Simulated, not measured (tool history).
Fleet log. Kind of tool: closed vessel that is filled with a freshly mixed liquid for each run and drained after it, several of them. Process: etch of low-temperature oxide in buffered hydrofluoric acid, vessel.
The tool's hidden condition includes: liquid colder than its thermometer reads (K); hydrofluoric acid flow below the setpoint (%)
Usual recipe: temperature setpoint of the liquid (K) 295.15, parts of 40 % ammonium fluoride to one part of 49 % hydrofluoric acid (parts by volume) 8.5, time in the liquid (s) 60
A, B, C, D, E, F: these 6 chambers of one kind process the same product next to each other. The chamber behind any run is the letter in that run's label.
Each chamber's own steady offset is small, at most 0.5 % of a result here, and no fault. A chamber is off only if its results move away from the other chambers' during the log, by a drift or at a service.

| run | hour | temperature setpoint of the liquid (K) | parts of 40 % ammonium fluoride to one part of 49 % hydrofluoric acid (parts by volume) | time in the liquid (s) | hours since the thermometer was replaced | hours since the hydrofluoric acid flow meter was replaced | read-back film thickness of the low-temperature oxide reference wafer, read on the same gauge (nm) | thickness taken off the low-temperature oxide on a monitor wafer (Å) |
|---|---|---|---|---|---|---|---|---|
| 1B | 7.6 | 295.15 | 8.5 | 60 | 2122.1 | 683.7 | 100.030 | 1980.50 |
| 2F | 12.0 | 295.15 | 8.5 | 60 | 2487.0 | 284.7 | 100.020 | 2024.70 |
| 3A | 16.7 | 295.15 | 8.5 | 60 | 571.8 | 45.0 | 99.985 | 1988.50 |
| 4E | 20.7 | 295.15 | 8.5 | 60 | 1129.3 | 1719.4 | 99.999 | 2017.70 |
| 5C | 24.9 | 295.15 | 8.5 | 60 | 1458.4 | 893.2 | 100.020 | 2025.90 |
| 6D | 31.5 | 295.15 | 7.0 | 50 | 802.7 | 267.7 | 100.030 | 2048.80 |
| 7F | 37.8 | 295.15 | 7.0 | 50 | 2512.8 | 310.5 | 100.000 | 2028.80 |
|  | 42.9 | chamber D: thermometer replaced |
| 8B | 44.8 | 295.15 | 7.0 | 50 | 2159.3 | 720.9 | 99.957 | 1999.00 |
| 9A | 49.1 | 295.15 | 7.0 | 50 | 604.2 | 77.4 | 99.977 | 2037.70 |
| 10C | 53.9 | 295.15 | 7.0 | 50 | 1487.4 | 922.2 | 99.972 | 2092.30 |
| 11D | 57.6 | 295.15 | 7.0 | 50 | 14.7 | 293.8 | 99.986 | 2057.30 |
| 12E | 64.4 | 295.15 | 8.5 | 60 | 1173.0 | 1763.1 | 100.020 | 2004.30 |
| 13B | 68.8 | 295.15 | 8.5 | 60 | 2183.3 | 744.9 | 100.040 | 1986.60 |
| 14A | 75.5 | 295.15 | 8.5 | 60 | 630.6 | 103.8 | 100.010 | 1982.80 |
| 15E | 79.7 | 295.15 | 8.5 | 60 | 1188.3 | 1778.4 | 100.050 | 2007.50 |
| 16C | 85.1 | 295.15 | 10.0 | 60 | 1518.6 | 953.4 | 100.030 | 1785.90 |
| 17F | 90.3 | 295.15 | 10.0 | 60 | 2565.3 | 363.0 | 99.998 | 1755.40 |
| 18D | 95.1 | 295.15 | 10.0 | 60 | 52.2 | 331.3 | 99.980 | 1759.70 |
| 19C | 101.8 | 295.15 | 10.0 | 60 | 1535.3 | 970.1 | 100.010 | 1760.60 |
| 20E | 109.0 | 295.15 | 10.0 | 60 | 1217.6 | 1807.7 | 99.996 | 1758.40 |
|  | 112.7 | chamber F: thermometer replaced |
| 21A | 113.7 | 295.15 | 10.0 | 60 | 668.8 | 142.0 | 100.030 | 1683.90 |
| 22F | 120.3 | 295.15 | 8.5 | 60 | 7.7 | 393.0 | 99.975 | 2017.20 |
| 23D | 124.1 | 295.15 | 8.5 | 60 | 81.2 | 360.3 | 99.978 | 1992.30 |
| 24B | 129.1 | 295.15 | 8.5 | 60 | 2243.6 | 805.2 | 100.000 | 1967.80 |
| 25C | 133.0 | 295.15 | 8.5 | 60 | 1566.5 | 1001.3 | 100.010 | 2036.10 |
| 26B | 139.5 | 297.65 | 8.5 | 90 | 2254.0 | 815.6 | 99.996 | 3418.90 |
| 27E | 145.0 | 297.65 | 8.5 | 90 | 1253.6 | 1843.7 | 99.934 | 3455.50 |
| 28D | 150.3 | 297.65 | 8.5 | 90 | 107.4 | 386.5 | 100.010 | 3468.70 |
| 29F | 156.3 | 297.65 | 8.5 | 90 | 43.7 | 429.0 | 100.050 | 3461.70 |
| 30A | 163.7 | 297.65 | 8.5 | 90 | 718.8 | 192.0 | 100.010 | 3285.90 |
| 31F | 170.7 | 297.65 | 8.5 | 90 | 58.1 | 443.4 | 99.993 | 3401.90 |
| 32E | 176.0 | 295.15 | 8.5 | 60 | 1284.6 | 1874.7 | 100.000 | 2009.40 |
| 33B | 180.9 | 295.15 | 8.5 | 60 | 2295.4 | 857.0 | 99.964 | 1984.70 |
| 34D | 186.7 | 295.15 | 8.5 | 60 | 143.8 | 422.9 | 99.940 | 2009.60 |
| 35C | 190.3 | 295.15 | 8.5 | 60 | 1623.8 | 1058.6 | 100.010 | 1973.20 |
| 36A | 193.8 | 295.15 | 8.5 | 60 | 748.9 | 222.1 | 100.020 | 1905.00 |
| 37C | 197.1 | 295.15 | 8.5 | 60 | 1630.6 | 1065.4 | 100.010 | 1997.00 |

Is one chamber out of step, is the gauge drifting, or do the chambers differ by no more than their own small offsets? For an off chamber, give its letter and the likeliest cause.

Little by little, chamber A moves away from the other chambers.
Likeliest cause: liquid colder than its thermometer reads (K) = 1.13.
From this log alone, it may not be told apart from: hydrofluoric acid flow below the setpoint (%).

Here are 4 candidates for chamber A's next run, each the usual settings with a change, their results left as question marks. Which one brings its results back in line with what the others give on the usual settings?
In line here means within this much of the mean the other chambers give on the usual settings: thickness taken off the low-temperature oxide on a monitor wafer (Å) 66.00
| 38A-1 | 202.5 | 292.65 | 8.5 | 60 |  |  |  | ? |
| 38A-2 | 202.5 | 295.15 | 8.5 | 70 |  |  |  | ? |
| 38A-3 | 202.5 | 295.15 | 8.0 | 60 |  |  |  | ? |
| 38A-4 | 202.5 | 294.15 | 8.5 | 60 |  |  |  | ? |

What the other chambers average on the usual settings: thickness taken off the low-temperature oxide on a monitor wafer (Å) 2003.70
| run | thickness taken off the low-temperature oxide on a monitor wafer (Å) |
|---|---|
| 38A-1 | 1618.90 |
| 38A-2 | 2178.00 |
| 38A-3 | 1994.60 |
| 38A-4 | 1764.50 |
The right change is 38A-3: it brings the chamber back within the allowed miss of the others.

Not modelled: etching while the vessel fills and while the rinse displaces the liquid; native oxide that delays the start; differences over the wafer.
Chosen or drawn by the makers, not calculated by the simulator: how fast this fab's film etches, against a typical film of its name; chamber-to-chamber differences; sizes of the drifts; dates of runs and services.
